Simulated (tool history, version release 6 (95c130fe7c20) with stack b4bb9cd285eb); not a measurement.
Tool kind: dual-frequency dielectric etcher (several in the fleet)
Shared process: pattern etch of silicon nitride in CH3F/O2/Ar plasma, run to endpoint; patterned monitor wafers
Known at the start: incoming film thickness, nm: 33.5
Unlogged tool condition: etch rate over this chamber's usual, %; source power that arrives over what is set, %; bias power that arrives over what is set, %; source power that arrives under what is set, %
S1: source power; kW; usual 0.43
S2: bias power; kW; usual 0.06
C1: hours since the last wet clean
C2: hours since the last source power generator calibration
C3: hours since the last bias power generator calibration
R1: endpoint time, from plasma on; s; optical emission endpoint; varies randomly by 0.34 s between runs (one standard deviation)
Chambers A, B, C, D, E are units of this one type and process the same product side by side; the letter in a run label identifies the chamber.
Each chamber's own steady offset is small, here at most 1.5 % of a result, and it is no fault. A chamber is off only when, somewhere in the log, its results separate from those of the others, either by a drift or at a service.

{"run": "1E", "hour": 7.9, "S1": 0.43, "S2": 0.06, "C1": 65.8, "C2": 181, "C3": 2626.1, "R1": 50}
{"run": "2B", "hour": 14.6, "S1": 0.43, "S2": 0.06, "C1": 144.6, "C2": 1220.5, "C3": 621.6, "R1": 50.213}
{"run": "3D", "hour": 22.9, "S1": 0.43, "S2": 0.06, "C1": 310.9, "C2": 2055, "C3": 1482.1, "R1": 50.149}
{"run": "4A", "hour": 31.3, "S1": 0.43, "S2": 0.06, "C1": 226.4, "C2": 865.2, "C3": 277.2, "R1": 51.085}
{"run": "5C", "hour": 46.4, "S1": 0.43, "S2": 0.06, "C1": 71.6, "C2": 1252.2, "C3": 228.5, "R1": 50.409}
{"hour": 48.5, "done": "chamber D: wet clean of the chamber"}
{"run": "6A", "hour": 60.2, "S1": 0.43, "S2": 0.06, "C1": 255.3, "C2": 894.1, "C3": 306.1, "R1": 50.662}
{"run": "7E", "hour": 71.7, "S1": 0.38, "S2": 0.06, "C1": 129.6, "C2": 244.8, "C3": 2689.9, "R1": 52.612}
{"run": "8B", "hour": 83.8, "S1": 0.38, "S2": 0.06, "C1": 213.8, "C2": 1289.7, "C3": 690.8, "R1": 53.321}
{"run": "9C", "hour": 94.4, "S1": 0.38, "S2": 0.06, "C1": 119.6, "C2": 1300.2, "C3": 276.5, "R1": 52.776}
{"run": "10D", "hour": 104.0, "S1": 0.38, "S2": 0.06, "C1": 55.6, "C2": 2136.1, "C3": 1563.2, "R1": 52.429}
{"run": "11C", "hour": 118.9, "S1": 0.38, "S2": 0.06, "C1": 144.1, "C2": 1324.7, "C3": 301, "R1": 52.689}
{"run": "12D", "hour": 129.0, "S1": 0.43, "S2": 0.06, "C1": 80.6, "C2": 2161.1, "C3": 1588.2, "R1": 50.35}
{"run": "13E", "hour": 136.4, "S1": 0.43, "S2": 0.06, "C1": 194.3, "C2": 309.5, "C3": 2754.6, "R1": 50.448}
{"run": "14A", "hour": 145.8, "S1": 0.33, "S2": 0.06, "C1": 340.9, "C2": 979.7, "C3": 391.7, "R1": 56.116}
{"run": "15B", "hour": 159.7, "S1": 0.33, "S2": 0.06, "C1": 289.7, "C2": 1365.6, "C3": 766.7, "R1": 55.581}
{"run": "16A", "hour": 170.5, "S1": 0.33, "S2": 0.06, "C1": 365.6, "C2": 1004.4, "C3": 416.4, "R1": 56.035}
{"run": "17D", "hour": 181.2, "S1": 0.33, "S2": 0.06, "C1": 132.8, "C2": 2213.3, "C3": 1640.4, "R1": 56.04}
{"run": "18B", "hour": 191.5, "S1": 0.33, "S2": 0.06, "C1": 321.5, "C2": 1397.4, "C3": 798.5, "R1": 55.525}
{"run": "19C", "hour": 206.4, "S1": 0.43, "S2": 0.06, "C1": 231.6, "C2": 1412.2, "C3": 388.5, "R1": 50.233}
{"run": "20E", "hour": 213.7, "S1": 0.43, "S2": 0.073, "C1": 271.6, "C2": 386.8, "C3": 2831.9, "R1": 47.146}
{"hour": 219.9, "done": "chamber A: wet clean of the chamber"}
{"run": "21E", "hour": 225.4, "S1": 0.43, "S2": 0.073, "C1": 283.3, "C2": 398.5, "C3": 2843.6, "R1": 47.691}
{"run": "22D", "hour": 233.1, "S1": 0.43, "S2": 0.073, "C1": 184.7, "C2": 2265.2, "C3": 1692.3, "R1": 47.02}
{"run": "23A", "hour": 241.5, "S1": 0.43, "S2": 0.073, "C1": 21.7, "C2": 1075.4, "C3": 487.4, "R1": 47.672}
{"run": "24C", "hour": 253.7, "S1": 0.43, "S2": 0.073, "C1": 278.9, "C2": 1459.5, "C3": 435.8, "R1": 47.534}
{"run": "25B", "hour": 268.4, "S1": 0.43, "S2": 0.06, "C1": 398.4, "C2": 1474.3, "C3": 875.4, "R1": 50.611}
{"run": "26B", "hour": 280.8, "S1": 0.43, "S2": 0.06, "C1": 410.8, "C2": 1486.7, "C3": 887.8, "R1": 49.622}
{"run": "27D", "hour": 289.1, "S1": 0.43, "S2": 0.06, "C1": 240.7, "C2": 2321.2, "C3": 1748.3, "R1": 49.565}
{"run": "28C", "hour": 303.9, "S1": 0.43, "S2": 0.06, "C1": 329.1, "C2": 1509.7, "C3": 486, "R1": 50.608}
{"run": "29A", "hour": 319.0, "S1": 0.43, "S2": 0.06, "C1": 99.2, "C2": 1152.9, "C3": 564.9, "R1": 49.917}
{"run": "30E", "hour": 327.8, "S1": 0.43, "S2": 0.06, "C1": 385.7, "C2": 500.9, "C3": 2946, "R1": 51.345}
{"run": "31D", "hour": 342.7, "S1": 0.37, "S2": 0.06, "C1": 294.3, "C2": 2374.8, "C3": 1801.9, "R1": 52.868}
{"run": "32A", "hour": 353.6, "S1": 0.37, "S2": 0.06, "C1": 133.8, "C2": 1187.5, "C3": 599.5, "R1": 53.435}
{"run": "33C", "hour": 368.7, "S1": 0.37, "S2": 0.06, "C1": 393.9, "C2": 1574.5, "C3": 550.8, "R1": 54.058}

Predict what each chamber gives when all 5 of them run the settings below next.
{"run": "34A", "hour": 379.8, "S1": 0.48, "S2": 0.06, "R1": "?"}
{"run": "34B", "hour": 379.8, "S1": 0.48, "S2": 0.06, "R1": "?"}
{"run": "34C", "hour": 379.8, "S1": 0.48, "S2": 0.06, "R1": "?"}
{"run": "34D", "hour": 379.8, "S1": 0.48, "S2": 0.06, "R1": "?"}
{"run": "34E", "hour": 379.8, "S1": 0.48, "S2": 0.06, "R1": "?"}

run=34A R1=47.991
run=34B R1=48.035
run=34C R1=48.69
run=34D R1=47.734
run=34E R1=48.336
